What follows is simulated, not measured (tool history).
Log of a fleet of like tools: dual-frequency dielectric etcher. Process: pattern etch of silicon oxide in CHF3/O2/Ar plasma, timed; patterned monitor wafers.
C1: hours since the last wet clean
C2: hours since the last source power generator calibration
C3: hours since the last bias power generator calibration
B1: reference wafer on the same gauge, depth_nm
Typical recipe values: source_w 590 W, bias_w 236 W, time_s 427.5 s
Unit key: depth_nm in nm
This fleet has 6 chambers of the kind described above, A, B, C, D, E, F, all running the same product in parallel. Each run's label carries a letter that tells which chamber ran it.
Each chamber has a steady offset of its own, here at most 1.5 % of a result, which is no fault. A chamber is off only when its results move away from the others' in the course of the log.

{"run": "1E", "hour": 5.5, "source_w": 590, "bias_w": 236, "time_s": 427.5, "C1": 406.2, "C2": 2670.3, "C3": 995.8, "B1": 1086.5, "depth_nm": 913.14}
{"run": "2F", "hour": 12.9, "source_w": 590, "bias_w": 236, "time_s": 427.5, "C1": 289.2, "C2": 1124.5, "C3": 2752.2, "B1": 1086.0, "depth_nm": 914.58}
{"run": "3D", "hour": 18.8, "source_w": 590, "bias_w": 236, "time_s": 427.5, "C1": 75.5, "C2": 1211.2, "C3": 306.6, "B1": 1085.8, "depth_nm": 925.41}
{"run": "4A", "hour": 24.1, "source_w": 590, "bias_w": 236, "time_s": 427.5, "C1": 176.7, "C2": 3003.6, "C3": 1243.2, "B1": 1086.0, "depth_nm": 926.5}
{"hour": 27.7, "done": "chamber C: wet clean of the chamber"}
{"run": "5B", "hour": 27.8, "source_w": 590, "bias_w": 178, "time_s": 427.5, "C1": 254.0, "C2": 1181.9, "C3": 3108.0, "B1": 1085.7, "depth_nm": 833.7}
{"run": "6C", "hour": 32.8, "source_w": 590, "bias_w": 178, "time_s": 427.5, "C1": 5.1, "C2": 578.0, "C3": 1681.3, "B1": 1086.0, "depth_nm": 836.74}
{"run": "7C", "hour": 39.6, "source_w": 590, "bias_w": 178, "time_s": 427.5, "C1": 11.9, "C2": 584.8, "C3": 1688.1, "B1": 1086.0, "depth_nm": 838.55}
{"run": "8A", "hour": 43.6, "source_w": 590, "bias_w": 178, "time_s": 427.5, "C1": 196.2, "C2": 3023.1, "C3": 1262.7, "B1": 1086.2, "depth_nm": 840.43}
{"run": "9D", "hour": 48.2, "source_w": 590, "bias_w": 178, "time_s": 427.5, "C1": 104.9, "C2": 1240.6, "C3": 336.0, "B1": 1086.9, "depth_nm": 841.71}
{"run": "10B", "hour": 56.4, "source_w": 590, "bias_w": 178, "time_s": 427.5, "C1": 282.6, "C2": 1210.5, "C3": 3136.6, "B1": 1086.2, "depth_nm": 832.15}
{"run": "11E", "hour": 62.6, "source_w": 590, "bias_w": 236, "time_s": 427.5, "C1": 463.3, "C2": 2727.4, "C3": 1052.9, "B1": 1086.0, "depth_nm": 910.92}
{"run": "12F", "hour": 67.5, "source_w": 590, "bias_w": 236, "time_s": 427.5, "C1": 343.8, "C2": 1179.1, "C3": 2806.8, "B1": 1087.0, "depth_nm": 914.44}
{"run": "13D", "hour": 73.9, "source_w": 590, "bias_w": 236, "time_s": 427.5, "C1": 130.6, "C2": 1266.3, "C3": 361.7, "B1": 1086.4, "depth_nm": 931.98}
{"run": "14C", "hour": 80.5, "source_w": 590, "bias_w": 236, "time_s": 427.5, "C1": 52.8, "C2": 625.7, "C3": 1729.0, "B1": 1086.1, "depth_nm": 929.25}
{"run": "15E", "hour": 87.0, "source_w": 590, "bias_w": 236, "time_s": 427.5, "C1": 487.7, "C2": 2751.8, "C3": 1077.3, "B1": 1086.0, "depth_nm": 912.9}
{"run": "16B", "hour": 91.8, "source_w": 590, "bias_w": 236, "time_s": 427.5, "C1": 318.0, "C2": 1245.9, "C3": 3172.0, "B1": 1086.7, "depth_nm": 918.21}
{"run": "17F", "hour": 99.2, "source_w": 590, "bias_w": 236, "time_s": 427.5, "C1": 375.5, "C2": 1210.8, "C3": 2838.5, "B1": 1086.2, "depth_nm": 918.1}
{"run": "18A", "hour": 104.5, "source_w": 590, "bias_w": 236, "time_s": 472.0, "C1": 257.1, "C2": 3084.0, "C3": 1323.6, "B1": 1086.2, "depth_nm": 1022.2}
{"run": "19C", "hour": 108.5, "source_w": 590, "bias_w": 236, "time_s": 472.0, "C1": 80.8, "C2": 653.7, "C3": 1757.0, "B1": 1085.3, "depth_nm": 1019.8}
{"hour": 111.4, "done": "chamber A: source power generator calibrated"}
{"run": "20E", "hour": 115.1, "source_w": 590, "bias_w": 236, "time_s": 472.0, "C1": 515.8, "C2": 2779.9, "C3": 1105.4, "B1": 1085.8, "depth_nm": 1007.8}
{"run": "21A", "hour": 118.9, "source_w": 590, "bias_w": 236, "time_s": 472.0, "C1": 271.5, "C2": 7.6, "C3": 1338.0, "B1": 1086.0, "depth_nm": 1034.7}
{"run": "22F", "hour": 122.7, "source_w": 590, "bias_w": 236, "time_s": 472.0, "C1": 399.0, "C2": 1234.3, "C3": 2862.0, "B1": 1086.6, "depth_nm": 1009.2}
{"run": "23D", "hour": 129.7, "source_w": 590, "bias_w": 236, "time_s": 472.0, "C1": 186.4, "C2": 1322.1, "C3": 417.5, "B1": 1085.5, "depth_nm": 1021.2}
{"run": "24B", "hour": 136.5, "source_w": 720, "bias_w": 207, "time_s": 427.5, "C1": 362.7, "C2": 1290.6, "C3": 3216.7, "B1": 1085.8, "depth_nm": 950.81}
{"hour": 140.1, "done": "chamber E: wet clean of the chamber"}
{"run": "25D", "hour": 140.2, "source_w": 720, "bias_w": 207, "time_s": 427.5, "C1": 196.9, "C2": 1332.6, "C3": 428.0, "B1": 1086.1, "depth_nm": 957.4}
{"run": "26E", "hour": 144.0, "source_w": 720, "bias_w": 207, "time_s": 427.5, "C1": 3.9, "C2": 2808.8, "C3": 1134.3, "B1": 1086.4, "depth_nm": 936.83}
{"run": "27F", "hour": 147.6, "source_w": 720, "bias_w": 207, "time_s": 427.5, "C1": 423.9, "C2": 1259.2, "C3": 2886.9, "B1": 1085.6, "depth_nm": 944.99}
{"run": "28A", "hour": 151.3, "source_w": 720, "bias_w": 207, "time_s": 427.5, "C1": 303.9, "C2": 40.0, "C3": 1370.4, "B1": 1085.4, "depth_nm": 967.03}
{"run": "29B", "hour": 156.4, "source_w": 720, "bias_w": 207, "time_s": 427.5, "C1": 382.6, "C2": 1310.5, "C3": 3236.6, "B1": 1085.4, "depth_nm": 945.38}
{"run": "30C", "hour": 162.7, "source_w": 590, "bias_w": 236, "time_s": 427.5, "C1": 135.0, "C2": 707.9, "C3": 1811.2, "B1": 1085.6, "depth_nm": 923.92}
{"run": "31A", "hour": 170.4, "source_w": 590, "bias_w": 236, "time_s": 427.5, "C1": 323.0, "C2": 59.1, "C3": 1389.5, "B1": 1086.1, "depth_nm": 942.47}
{"run": "32F", "hour": 174.7, "source_w": 590, "bias_w": 236, "time_s": 427.5, "C1": 451.0, "C2": 1286.3, "C3": 2914.0, "B1": 1086.1, "depth_nm": 919.07}
{"run": "33C", "hour": 179.8, "source_w": 590, "bias_w": 236, "time_s": 427.5, "C1": 152.1, "C2": 725.0, "C3": 1828.3, "B1": 1085.8, "depth_nm": 927.1}
{"run": "34D", "hour": 184.2, "source_w": 590, "bias_w": 236, "time_s": 427.5, "C1": 240.9, "C2": 1376.6, "C3": 472.0, "B1": 1086.6, "depth_nm": 925.48}
{"run": "35E", "hour": 190.2, "source_w": 590, "bias_w": 236, "time_s": 427.5, "C1": 50.1, "C2": 2855.0, "C3": 1180.5, "B1": 1085.6, "depth_nm": 910.09}
{"hour": 193.0, "done": "chamber B: wet clean of the chamber"}
{"run": "36B", "hour": 196.5, "source_w": 590, "bias_w": 236, "time_s": 427.5, "C1": 3.6, "C2": 1350.6, "C3": 3276.7, "B1": 1085.4, "depth_nm": 918.56}
{"run": "37F", "hour": 204.3, "source_w": 590, "bias_w": 236, "time_s": 427.5, "C1": 480.6, "C2": 1315.9, "C3": 2943.6, "B1": 1086.1, "depth_nm": 920.31}
{"run": "38B", "hour": 209.2, "source_w": 590, "bias_w": 236, "time_s": 427.5, "C1": 16.3, "C2": 1363.3, "C3": 3289.4, "B1": 1086.0, "depth_nm": 920.85}
{"run": "39E", "hour": 217.3, "source_w": 590, "bias_w": 236, "time_s": 427.5, "C1": 77.2, "C2": 2882.1, "C3": 1207.6, "B1": 1085.8, "depth_nm": 911.84}
{"run": "40D", "hour": 222.5, "source_w": 590, "bias_w": 236, "time_s": 427.5, "C1": 279.2, "C2": 1414.9, "C3": 510.3, "B1": 1085.8, "depth_nm": 927.28}
{"run": "41C", "hour": 229.3, "source_w": 590, "bias_w": 236, "time_s": 427.5, "C1": 201.6, "C2": 774.5, "C3": 1877.8, "B1": 1086.0, "depth_nm": 922.45}

Is one chamber off against the others, does the gauge drift, or is nothing wrong? If a chamber is off, say which, and what the likeliest cause is.

After it was serviced, chamber A no longer matches the other chambers.
Cause: source power that arrives over what is set, % = 3.59.

Below are 4 candidate recipes for chamber A's next run, each the usual settings with a change, their results shown as question marks. Which of them brings A's results back in line with what the other chambers give on the usual settings?
Allowed miss from the other chambers' usual-settings mean, per result, to count as in line: depth_nm 7.40 nm
{"run": "42A-1", "hour": 235.1, "source_w": 600, "bias_w": 236, "time_s": 427.5, "depth_nm": "?"}
{"run": "42A-2", "hour": 235.1, "source_w": 590, "bias_w": 236, "time_s": 435.5, "depth_nm": "?"}
{"run": "42A-3", "hour": 235.1, "source_w": 590, "bias_w": 235, "time_s": 420.0, "depth_nm": "?"}
{"run": "42A-4", "hour": 235.1, "source_w": 590, "bias_w": 236, "time_s": 425.0, "depth_nm": "?"}

Average result of the remaining chambers running the usual settings: depth_nm 919.87 nm
run=42A-1 depth_nm=943.89
run=42A-2 depth_nm=955.54
run=42A-3 depth_nm=920.15
run=42A-4 depth_nm=932.50
It is 42A-3 that realigns the chamber with its peers.

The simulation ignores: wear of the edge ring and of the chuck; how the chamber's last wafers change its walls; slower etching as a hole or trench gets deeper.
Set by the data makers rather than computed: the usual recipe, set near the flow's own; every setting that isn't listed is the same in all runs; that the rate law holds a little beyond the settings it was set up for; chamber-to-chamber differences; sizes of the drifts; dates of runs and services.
